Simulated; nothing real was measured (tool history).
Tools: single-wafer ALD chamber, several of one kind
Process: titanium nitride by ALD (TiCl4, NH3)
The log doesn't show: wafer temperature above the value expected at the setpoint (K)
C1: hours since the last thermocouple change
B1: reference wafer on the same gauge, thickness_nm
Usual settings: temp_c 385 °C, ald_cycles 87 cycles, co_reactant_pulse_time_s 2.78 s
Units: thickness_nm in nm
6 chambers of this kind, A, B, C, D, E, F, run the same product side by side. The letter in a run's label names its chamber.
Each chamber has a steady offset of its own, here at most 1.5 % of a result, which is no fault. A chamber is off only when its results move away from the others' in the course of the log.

{"run": "1D", "hour": 7.8, "temp_c": 385, "ald_cycles": 87, "co_reactant_pulse_time_s": 2.78, "C1": 1165.9, "B1": 1.9306, "thickness_nm": 1.9508}
{"run": "2C", "hour": 14.3, "temp_c": 385, "ald_cycles": 87, "co_reactant_pulse_time_s": 2.78, "C1": 3057.4, "B1": 1.9299, "thickness_nm": 1.9056}
{"run": "3A", "hour": 22.7, "temp_c": 385, "ald_cycles": 87, "co_reactant_pulse_time_s": 2.78, "C1": 407.7, "B1": 1.9308, "thickness_nm": 1.9179}
{"run": "4E", "hour": 31.6, "temp_c": 385, "ald_cycles": 87, "co_reactant_pulse_time_s": 2.78, "C1": 356.0, "B1": 1.931, "thickness_nm": 1.927}
{"run": "5B", "hour": 41.8, "temp_c": 385, "ald_cycles": 87, "co_reactant_pulse_time_s": 2.78, "C1": 184.0, "B1": 1.9307, "thickness_nm": 1.9054}
{"run": "6F", "hour": 47.8, "temp_c": 385, "ald_cycles": 87, "co_reactant_pulse_time_s": 2.78, "C1": 317.8, "B1": 1.932, "thickness_nm": 1.9166}
{"run": "7B", "hour": 60.8, "temp_c": 379, "ald_cycles": 97, "co_reactant_pulse_time_s": 2.78, "C1": 203.0, "B1": 1.9318, "thickness_nm": 2.1216}
{"run": "8A", "hour": 68.6, "temp_c": 379, "ald_cycles": 97, "co_reactant_pulse_time_s": 2.78, "C1": 453.6, "B1": 1.9319, "thickness_nm": 2.1352}
{"run": "9E", "hour": 75.4, "temp_c": 379, "ald_cycles": 97, "co_reactant_pulse_time_s": 2.78, "C1": 399.8, "B1": 1.9319, "thickness_nm": 2.1395}
{"run": "10F", "hour": 88.9, "temp_c": 379, "ald_cycles": 97, "co_reactant_pulse_time_s": 2.78, "C1": 358.9, "B1": 1.9323, "thickness_nm": 2.1299}
{"run": "11C", "hour": 98.7, "temp_c": 379, "ald_cycles": 97, "co_reactant_pulse_time_s": 2.78, "C1": 3141.8, "B1": 1.9323, "thickness_nm": 2.114}
{"run": "12D", "hour": 109.5, "temp_c": 379, "ald_cycles": 97, "co_reactant_pulse_time_s": 2.78, "C1": 1267.6, "B1": 1.9333, "thickness_nm": 2.1712}
{"run": "13D", "hour": 117.0, "temp_c": 385, "ald_cycles": 87, "co_reactant_pulse_time_s": 2.78, "C1": 1275.1, "B1": 1.933, "thickness_nm": 1.9539}
{"run": "14A", "hour": 122.9, "temp_c": 385, "ald_cycles": 87, "co_reactant_pulse_time_s": 2.78, "C1": 507.9, "B1": 1.9335, "thickness_nm": 1.9247}
{"run": "15F", "hour": 131.4, "temp_c": 385, "ald_cycles": 87, "co_reactant_pulse_time_s": 2.78, "C1": 401.4, "B1": 1.9335, "thickness_nm": 1.9214}
{"run": "16C", "hour": 141.0, "temp_c": 385, "ald_cycles": 87, "co_reactant_pulse_time_s": 2.78, "C1": 3184.1, "B1": 1.9337, "thickness_nm": 1.9036}
{"run": "17B", "hour": 152.7, "temp_c": 385, "ald_cycles": 87, "co_reactant_pulse_time_s": 2.78, "C1": 294.9, "B1": 1.9339, "thickness_nm": 1.9123}
{"run": "18E", "hour": 159.8, "temp_c": 394, "ald_cycles": 99, "co_reactant_pulse_time_s": 2.78, "C1": 484.2, "B1": 1.9349, "thickness_nm": 2.2097}
{"run": "19A", "hour": 173.2, "temp_c": 394, "ald_cycles": 99, "co_reactant_pulse_time_s": 2.78, "C1": 558.2, "B1": 1.9342, "thickness_nm": 2.205}
{"run": "20B", "hour": 184.0, "temp_c": 394, "ald_cycles": 99, "co_reactant_pulse_time_s": 2.78, "C1": 326.2, "B1": 1.9348, "thickness_nm": 2.1917}
{"hour": 194.5, "done": "chamber D: thermocouple changed; heater temperature recalibrated"}
{"run": "21E", "hour": 197.8, "temp_c": 394, "ald_cycles": 99, "co_reactant_pulse_time_s": 2.78, "C1": 522.2, "B1": 1.9357, "thickness_nm": 2.2113}
{"run": "22F", "hour": 207.8, "temp_c": 394, "ald_cycles": 99, "co_reactant_pulse_time_s": 2.78, "C1": 477.8, "B1": 1.9361, "thickness_nm": 2.1968}
{"hour": 211.7, "done": "chamber C: thermocouple changed; heater temperature recalibrated"}
{"run": "23C", "hour": 220.2, "temp_c": 394, "ald_cycles": 99, "co_reactant_pulse_time_s": 2.78, "C1": 8.6, "B1": 1.9362, "thickness_nm": 2.1813}
{"run": "24D", "hour": 227.9, "temp_c": 385, "ald_cycles": 87, "co_reactant_pulse_time_s": 2.78, "C1": 33.5, "B1": 1.9361, "thickness_nm": 1.9553}
{"run": "25E", "hour": 236.1, "temp_c": 385, "ald_cycles": 87, "co_reactant_pulse_time_s": 2.78, "C1": 560.5, "B1": 1.9357, "thickness_nm": 1.9344}
{"run": "26B", "hour": 244.4, "temp_c": 385, "ald_cycles": 87, "co_reactant_pulse_time_s": 2.78, "C1": 386.6, "B1": 1.9366, "thickness_nm": 1.9123}
{"run": "27A", "hour": 257.4, "temp_c": 385, "ald_cycles": 87, "co_reactant_pulse_time_s": 2.78, "C1": 642.4, "B1": 1.9368, "thickness_nm": 1.9264}
{"run": "28C", "hour": 265.4, "temp_c": 385, "ald_cycles": 87, "co_reactant_pulse_time_s": 2.78, "C1": 53.8, "B1": 1.9372, "thickness_nm": 1.9066}
{"run": "29F", "hour": 274.9, "temp_c": 385, "ald_cycles": 87, "co_reactant_pulse_time_s": 2.78, "C1": 544.9, "B1": 1.9374, "thickness_nm": 1.9236}
{"run": "30D", "hour": 284.2, "temp_c": 385, "ald_cycles": 87, "co_reactant_pulse_time_s": 2.78, "C1": 89.8, "B1": 1.9381, "thickness_nm": 1.9586}
{"run": "31D", "hour": 292.6, "temp_c": 385, "ald_cycles": 87, "co_reactant_pulse_time_s": 2.78, "C1": 98.2, "B1": 1.938, "thickness_nm": 1.9505}
{"run": "32B", "hour": 302.2, "temp_c": 385, "ald_cycles": 87, "co_reactant_pulse_time_s": 2.78, "C1": 444.4, "B1": 1.9385, "thickness_nm": 1.9177}
{"run": "33E", "hour": 310.2, "temp_c": 385, "ald_cycles": 87, "co_reactant_pulse_time_s": 2.78, "C1": 634.6, "B1": 1.9382, "thickness_nm": 1.9407}
{"run": "34F", "hour": 316.1, "temp_c": 385, "ald_cycles": 87, "co_reactant_pulse_time_s": 2.78, "C1": 586.1, "B1": 1.938, "thickness_nm": 1.9259}
{"run": "35C", "hour": 326.9, "temp_c": 385, "ald_cycles": 87, "co_reactant_pulse_time_s": 2.78, "C1": 115.3, "B1": 1.9392, "thickness_nm": 1.9049}
{"run": "36A", "hour": 339.2, "temp_c": 385, "ald_cycles": 87, "co_reactant_pulse_time_s": 2.78, "C1": 724.2, "B1": 1.939, "thickness_nm": 1.9282}
{"run": "37B", "hour": 346.5, "temp_c": 385, "ald_cycles": 87, "co_reactant_pulse_time_s": 2.78, "C1": 488.7, "B1": 1.9395, "thickness_nm": 1.9188}
{"run": "38C", "hour": 359.0, "temp_c": 385, "ald_cycles": 93, "co_reactant_pulse_time_s": 2.78, "C1": 147.4, "B1": 1.9407, "thickness_nm": 2.0383}

What goes on in this fleet: one chamber off, a drifting gauge, or nothing beyond the chambers' own small offsets? Name the chamber and the cause, if any.

The gauge drifts, so all chambers seem to drift together. No chamber is off.
Cause: gauge reads high (%) = 0.516.
